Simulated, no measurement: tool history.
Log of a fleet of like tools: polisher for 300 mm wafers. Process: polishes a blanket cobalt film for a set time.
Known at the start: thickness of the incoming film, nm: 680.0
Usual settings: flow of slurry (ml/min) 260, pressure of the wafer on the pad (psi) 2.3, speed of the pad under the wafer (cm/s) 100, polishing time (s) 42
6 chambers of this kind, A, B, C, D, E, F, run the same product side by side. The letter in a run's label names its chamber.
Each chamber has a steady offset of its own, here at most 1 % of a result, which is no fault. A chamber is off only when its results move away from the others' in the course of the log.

run,hour,flow of slurry (ml/min),pressure of the wafer on the pad (psi),speed of the pad under the wafer (cm/s),polishing time (s),wafers polished on this pad,hours since the slurry nozzle was cleaned,hours since the head pressure was calibrated,film removed (Å)
# hour 1.3: chamber F: worn pad replaced by a new one
1B,10.7,260,2.3,100,42,946,211.0,363.4,2427.4
# hour 13.9: chamber B: worn pad replaced by a new one
2D,20.3,260,2.3,100,42,812,414.8,56.6,2388.2
# hour 30.1: chamber A: worn pad replaced by a new one
3C,35.2,260,2.3,100,42,1420,278.4,1076.3,2393.9
# hour 39.7: chamber B: slurry nozzle cleaned
# hour 39.9: chamber C: worn pad replaced by a new one
4F,47.6,260,2.3,100,42,472,716.2,952.8,2398.4
# hour 50.6: chamber D: slurry nozzle cleaned
5A,58.6,260,2.3,100,42,290,340.3,735.5,2406.8
# hour 60.1: chamber E: worn pad replaced by a new one
6E,71.4,260,2.3,100,42,115,122.9,1173.4,2410.5
# hour 76.2: chamber D: worn pad replaced by a new one
7C,86.0,260,2.3,100,42,471,329.2,1127.1,2376.3
8A,94.5,260,2.6,100,42,657,376.2,771.4,2717.5
9E,110.3,260,2.6,100,42,512,161.8,1212.3,2734.0
10B,118.5,260,2.6,100,42,1067,78.8,471.2,2674.5
# hour 120.6: chamber C: head pressure recalibrated
# hour 121.8: chamber B: worn pad replaced by a new one
11D,129.7,260,2.6,100,42,546,79.1,166.0,2732.1
# hour 130.7: chamber F: head pressure recalibrated
12F,137.3,260,2.6,100,42,1387,805.9,6.6,2710.3
# hour 137.6: chamber F: worn pad replaced by a new one
# hour 139.8: chamber A: worn pad replaced by a new one
13C,146.1,260,2.6,100,42,1084,389.3,25.6,2709.9
14D,154.3,210,2.3,100,42,797,103.7,190.6,2351.6
15E,163.2,210,2.3,100,42,1051,214.7,1265.2,2348.3
# hour 163.4: chamber E: worn pad replaced by a new one
# hour 176.3: chamber C: slurry nozzle cleaned
16B,177.1,210,2.3,100,42,565,137.4,529.8,2334.4
# hour 188.4: chamber C: worn pad replaced by a new one
# hour 192.0: chamber E: head pressure recalibrated
17F,193.0,210,2.3,100,42,566,861.6,62.3,2333.1
# hour 201.4: chamber D: worn pad replaced by a new one
# hour 202.0: chamber A: head pressure recalibrated
18A,203.7,210,2.3,100,42,652,485.4,1.8,2319.8
# hour 208.0: chamber B: worn pad replaced by a new one
# hour 208.6: chamber F: slurry nozzle cleaned
19F,211.7,210,2.3,100,42,756,3.1,81.0,2332.6
20D,226.6,260,2.3,100,42,257,176.0,262.9,2422.6
21C,236.8,260,2.3,100,42,494,60.6,116.3,2387.8
# hour 245.7: chamber A: worn pad replaced by a new one
22A,250.7,190,2.3,78,42,51,532.4,48.8,1810.5
23B,258.6,190,2.3,78,42,516,218.9,611.3,1762.0
24E,265.8,190,2.3,78,42,1045,317.3,73.9,1783.7
# hour 267.7: chamber F: worn pad replaced by a new one
# hour 273.2: chamber E: worn pad replaced by a new one
25E,277.0,190,2.3,78,42,39,328.5,85.1,1778.2
26A,285.3,190,2.3,78,42,404,567.0,83.4,1806.8
# hour 292.6: chamber B: slurry nozzle cleaned
27C,294.4,190,2.3,78,42,1082,118.2,173.9,1797.9
28D,306.5,260,2.3,100,42,1072,255.9,342.8,2433.1
# hour 309.5: chamber B: worn pad replaced by a new one
# hour 311.8: chamber D: worn pad replaced by a new one
# hour 312.0: chamber C: worn pad replaced by a new one
29F,322.4,260,2.3,100,42,559,113.8,191.7,2424.1
30B,338.5,260,2.3,100,42,296,45.9,691.2,2369.2
# hour 350.4: chamber A: worn pad replaced by a new one
31C,353.5,260,2.3,100,42,423,177.3,233.0,2388.9
# hour 359.1: chamber E: worn pad replaced by a new one
32A,362.5,260,2.3,100,42,124,644.2,160.6,2423.7
# hour 365.0: chamber A: slurry nozzle cleaned
33D,373.5,260,2.3,100,53,630,322.9,409.8,3029.8
# hour 373.8: chamber B: head pressure recalibrated
34B,385.0,260,2.3,100,53,770,92.4,11.3,2980.8
# hour 396.9: chamber F: worn pad replaced by a new one
35E,400.0,260,2.3,100,53,417,451.5,208.1,3046.5
# hour 409.0: chamber B: worn pad replaced by a new one
# hour 415.9: chamber D: worn pad replaced by a new one
36F,416.0,260,2.3,100,53,194,207.4,285.3,3074.8
37C,425.3,260,2.3,100,53,1156,249.1,304.8,2995.6
38D,440.1,260,2.3,100,53,247,389.5,476.4,3077.7
39F,452.1,260,2.3,100,42,563,243.5,321.4,2385.1
40A,461.1,260,2.3,100,42,1130,96.1,259.2,2409.0
# hour 471.3: chamber E: worn pad replaced by a new one
41E,476.6,340,2.3,100,47,54,528.1,284.7,2775.4
# hour 476.7: chamber E: slurry nozzle cleaned
# hour 487.9: chamber B: slurry nozzle cleaned
42B,491.1,340,2.3,100,47,838,3.3,117.4,2730.0
43E,503.6,340,2.3,100,47,330,26.9,311.7,2778.5

Next, every chamber runs the same settings. What will each give?
44A,515.1,260,1.6,100,42,,,,?
44B,515.1,260,1.6,100,42,,,,?
44C,515.1,260,1.6,100,42,,,,?
44D,515.1,260,1.6,100,42,,,,?
44E,515.1,260,1.6,100,42,,,,?
44F,515.1,260,1.6,100,42,,,,?

run,film removed (Å)
44A,1671.2
44B,1627.4
44C,1662.1
44D,1674.8
44E,1666.2
44F,1676.2
